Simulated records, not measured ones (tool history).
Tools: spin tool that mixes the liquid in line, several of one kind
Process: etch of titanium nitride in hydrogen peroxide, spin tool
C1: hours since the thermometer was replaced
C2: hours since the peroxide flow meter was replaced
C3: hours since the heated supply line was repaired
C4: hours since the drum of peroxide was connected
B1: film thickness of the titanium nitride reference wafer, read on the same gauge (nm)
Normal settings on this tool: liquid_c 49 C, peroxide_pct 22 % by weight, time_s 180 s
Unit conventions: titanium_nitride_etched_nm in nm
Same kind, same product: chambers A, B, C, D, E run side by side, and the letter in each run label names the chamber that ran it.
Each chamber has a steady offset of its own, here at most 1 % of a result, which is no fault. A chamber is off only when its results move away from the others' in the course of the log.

{"run": "1E", "hour": 6.3, "liquid_c": 49, "peroxide_pct": 22, "time_s": 180, "C1": 1239.6, "C2": 22.9, "C3": 1317.2, "C4": 846.9, "B1": 40.005, "titanium_nitride_etched_nm": 5.1871}
{"run": "2A", "hour": 12.3, "liquid_c": 49, "peroxide_pct": 22, "time_s": 180, "C1": 1473.4, "C2": 210.4, "C3": 470.3, "C4": 149.4, "B1": 39.995, "titanium_nitride_etched_nm": 5.2835}
{"run": "3B", "hour": 16.5, "liquid_c": 49, "peroxide_pct": 22, "time_s": 180, "C1": 218, "C2": 225.8, "C3": 2222.9, "C4": 124.4, "B1": 40.008, "titanium_nitride_etched_nm": 5.1753}
{"hour": 22.0, "done": "chamber B: heated supply line repaired"}
{"run": "4D", "hour": 23.6, "liquid_c": 49, "peroxide_pct": 22, "time_s": 180, "C1": 352.3, "C2": 79.2, "C3": 57, "C4": 206, "B1": 40.003, "titanium_nitride_etched_nm": 5.3212}
{"run": "5C", "hour": 28.3, "liquid_c": 49, "peroxide_pct": 22, "time_s": 180, "C1": 888.4, "C2": 379, "C3": 817.5, "C4": 190.2, "B1": 40.024, "titanium_nitride_etched_nm": 5.2313}
{"run": "6E", "hour": 33.7, "liquid_c": 49, "peroxide_pct": 22, "time_s": 180, "C1": 1267, "C2": 50.3, "C3": 1344.6, "C4": 874.3, "B1": 39.999, "titanium_nitride_etched_nm": 5.2273}
{"run": "7D", "hour": 41.6, "liquid_c": 49, "peroxide_pct": 22, "time_s": 180, "C1": 370.3, "C2": 97.2, "C3": 75, "C4": 224, "B1": 40.008, "titanium_nitride_etched_nm": 5.225}
{"run": "8B", "hour": 48.8, "liquid_c": 49, "peroxide_pct": 22, "time_s": 180, "C1": 250.3, "C2": 258.1, "C3": 26.9, "C4": 156.7, "B1": 39.994, "titanium_nitride_etched_nm": 5.1826}
{"run": "9C", "hour": 54.6, "liquid_c": 49, "peroxide_pct": 22, "time_s": 180, "C1": 914.7, "C2": 405.3, "C3": 843.8, "C4": 216.5, "B1": 39.998, "titanium_nitride_etched_nm": 5.1954}
{"run": "10A", "hour": 59.8, "liquid_c": 49, "peroxide_pct": 22, "time_s": 180, "C1": 1520.9, "C2": 257.9, "C3": 517.8, "C4": 196.9, "B1": 40.005, "titanium_nitride_etched_nm": 5.2616}
{"run": "11E", "hour": 63.6, "liquid_c": 49, "peroxide_pct": 22, "time_s": 180, "C1": 1296.9, "C2": 80.2, "C3": 1374.5, "C4": 904.2, "B1": 39.982, "titanium_nitride_etched_nm": 5.298}
{"run": "12D", "hour": 69.2, "liquid_c": 49, "peroxide_pct": 22, "time_s": 240, "C1": 397.9, "C2": 124.8, "C3": 102.6, "C4": 251.6, "B1": 40.009, "titanium_nitride_etched_nm": 6.9884}
{"run": "13C", "hour": 73.2, "liquid_c": 49, "peroxide_pct": 22, "time_s": 240, "C1": 933.3, "C2": 423.9, "C3": 862.4, "C4": 235.1, "B1": 40.002, "titanium_nitride_etched_nm": 6.9986}
{"run": "14A", "hour": 76.8, "liquid_c": 49, "peroxide_pct": 22, "time_s": 240, "C1": 1537.9, "C2": 274.9, "C3": 534.8, "C4": 213.9, "B1": 40.011, "titanium_nitride_etched_nm": 6.896}
{"run": "15B", "hour": 82.4, "liquid_c": 49, "peroxide_pct": 22, "time_s": 240, "C1": 283.9, "C2": 291.7, "C3": 60.5, "C4": 190.3, "B1": 40.019, "titanium_nitride_etched_nm": 7.0132}
{"run": "16A", "hour": 88.3, "liquid_c": 49, "peroxide_pct": 22, "time_s": 240, "C1": 1549.4, "C2": 286.4, "C3": 546.3, "C4": 225.4, "B1": 40.001, "titanium_nitride_etched_nm": 6.9017}
{"run": "17E", "hour": 95.7, "liquid_c": 49, "peroxide_pct": 22, "time_s": 180, "C1": 1329, "C2": 112.3, "C3": 1406.6, "C4": 936.3, "B1": 40.001, "titanium_nitride_etched_nm": 5.2258}
{"run": "18D", "hour": 101.4, "liquid_c": 49, "peroxide_pct": 22, "time_s": 180, "C1": 430.1, "C2": 157, "C3": 134.8, "C4": 283.8, "B1": 39.993, "titanium_nitride_etched_nm": 5.1563}
{"run": "19B", "hour": 105.1, "liquid_c": 49, "peroxide_pct": 22, "time_s": 180, "C1": 306.6, "C2": 314.4, "C3": 83.2, "C4": 213, "B1": 40.006, "titanium_nitride_etched_nm": 5.2538}
{"run": "20C", "hour": 110.2, "liquid_c": 49, "peroxide_pct": 22, "time_s": 180, "C1": 970.3, "C2": 460.9, "C3": 899.4, "C4": 272.1, "B1": 40.004, "titanium_nitride_etched_nm": 5.2405}
{"run": "21B", "hour": 117.9, "liquid_c": 49, "peroxide_pct": 22, "time_s": 180, "C1": 319.4, "C2": 327.2, "C3": 96, "C4": 225.8, "B1": 40.017, "titanium_nitride_etched_nm": 5.1943}
{"run": "22D", "hour": 121.9, "liquid_c": 49, "peroxide_pct": 22, "time_s": 180, "C1": 450.6, "C2": 177.5, "C3": 155.3, "C4": 304.3, "B1": 40.002, "titanium_nitride_etched_nm": 5.0585}
{"run": "23C", "hour": 129.9, "liquid_c": 49, "peroxide_pct": 22, "time_s": 180, "C1": 990, "C2": 480.6, "C3": 919.1, "C4": 291.8, "B1": 40.002, "titanium_nitride_etched_nm": 5.215}
{"run": "24A", "hour": 133.9, "liquid_c": 49, "peroxide_pct": 22, "time_s": 180, "C1": 1595, "C2": 332, "C3": 591.9, "C4": 271, "B1": 39.98, "titanium_nitride_etched_nm": 5.2385}
{"run": "25E", "hour": 139.3, "liquid_c": 49, "peroxide_pct": 22, "time_s": 180, "C1": 1372.6, "C2": 155.9, "C3": 1450.2, "C4": 979.9, "B1": 40.006, "titanium_nitride_etched_nm": 5.2301}
{"run": "26A", "hour": 144.5, "liquid_c": 49, "peroxide_pct": 22, "time_s": 180, "C1": 1605.6, "C2": 342.6, "C3": 602.5, "C4": 281.6, "B1": 40.002, "titanium_nitride_etched_nm": 5.2246}
{"run": "27B", "hour": 150.2, "liquid_c": 52.5, "peroxide_pct": 22, "time_s": 180, "C1": 351.7, "C2": 359.5, "C3": 128.3, "C4": 258.1, "B1": 39.992, "titanium_nitride_etched_nm": 6.7138}
{"run": "28D", "hour": 154.7, "liquid_c": 52.5, "peroxide_pct": 22, "time_s": 180, "C1": 483.4, "C2": 210.3, "C3": 188.1, "C4": 337.1, "B1": 39.995, "titanium_nitride_etched_nm": 6.3344}
{"run": "29C", "hour": 161.7, "liquid_c": 52.5, "peroxide_pct": 22, "time_s": 180, "C1": 1021.8, "C2": 512.4, "C3": 950.9, "C4": 323.6, "B1": 40.002, "titanium_nitride_etched_nm": 6.7238}
{"run": "30E", "hour": 168.1, "liquid_c": 52.5, "peroxide_pct": 22, "time_s": 180, "C1": 1401.4, "C2": 184.7, "C3": 1479, "C4": 1008.7, "B1": 40.025, "titanium_nitride_etched_nm": 6.7076}

One chamber off, gauge drift, or nothing amiss beyond the chambers' own small offsets? If it is a chamber, which one, and what is the likeliest cause?

Chamber D drifts away from the others.
Cause: liquid colder than its thermometer reads (K) = 1.01.
With only this log, it may be confused with: temperature lost on the way to the wafer (K).

Here are 4 candidates for chamber D's next run, each the usual settings with a change, their results left as question marks. Which one brings its results back in line with what the others give on the usual settings?
In line means no further than this from the other chambers' mean on the usual settings: titanium_nitride_etched_nm 0.13 nm
{"run": "31D-1", "hour": 174.0, "liquid_c": 49.5, "peroxide_pct": 22, "time_s": 185, "titanium_nitride_etched_nm": "?"}
{"run": "31D-2", "hour": 174.0, "liquid_c": 48.5, "peroxide_pct": 22, "time_s": 175, "titanium_nitride_etched_nm": "?"}
{"run": "31D-3", "hour": 174.0, "liquid_c": 49, "peroxide_pct": 22, "time_s": 185, "titanium_nitride_etched_nm": "?"}
{"run": "31D-4", "hour": 174.0, "liquid_c": 49, "peroxide_pct": 19.5, "time_s": 180, "titanium_nitride_etched_nm": "?"}

Mean of the other chambers on the usual settings: titanium_nitride_etched_nm 5.2356 nm
run=31D-1 titanium_nitride_etched_nm=5.2276
run=31D-2 titanium_nitride_etched_nm=4.5997
run=31D-3 titanium_nitride_etched_nm=5.0402
run=31D-4 titanium_nitride_etched_nm=4.7791
Change 31D-1 lands the chamber within the allowed miss of the other chambers.
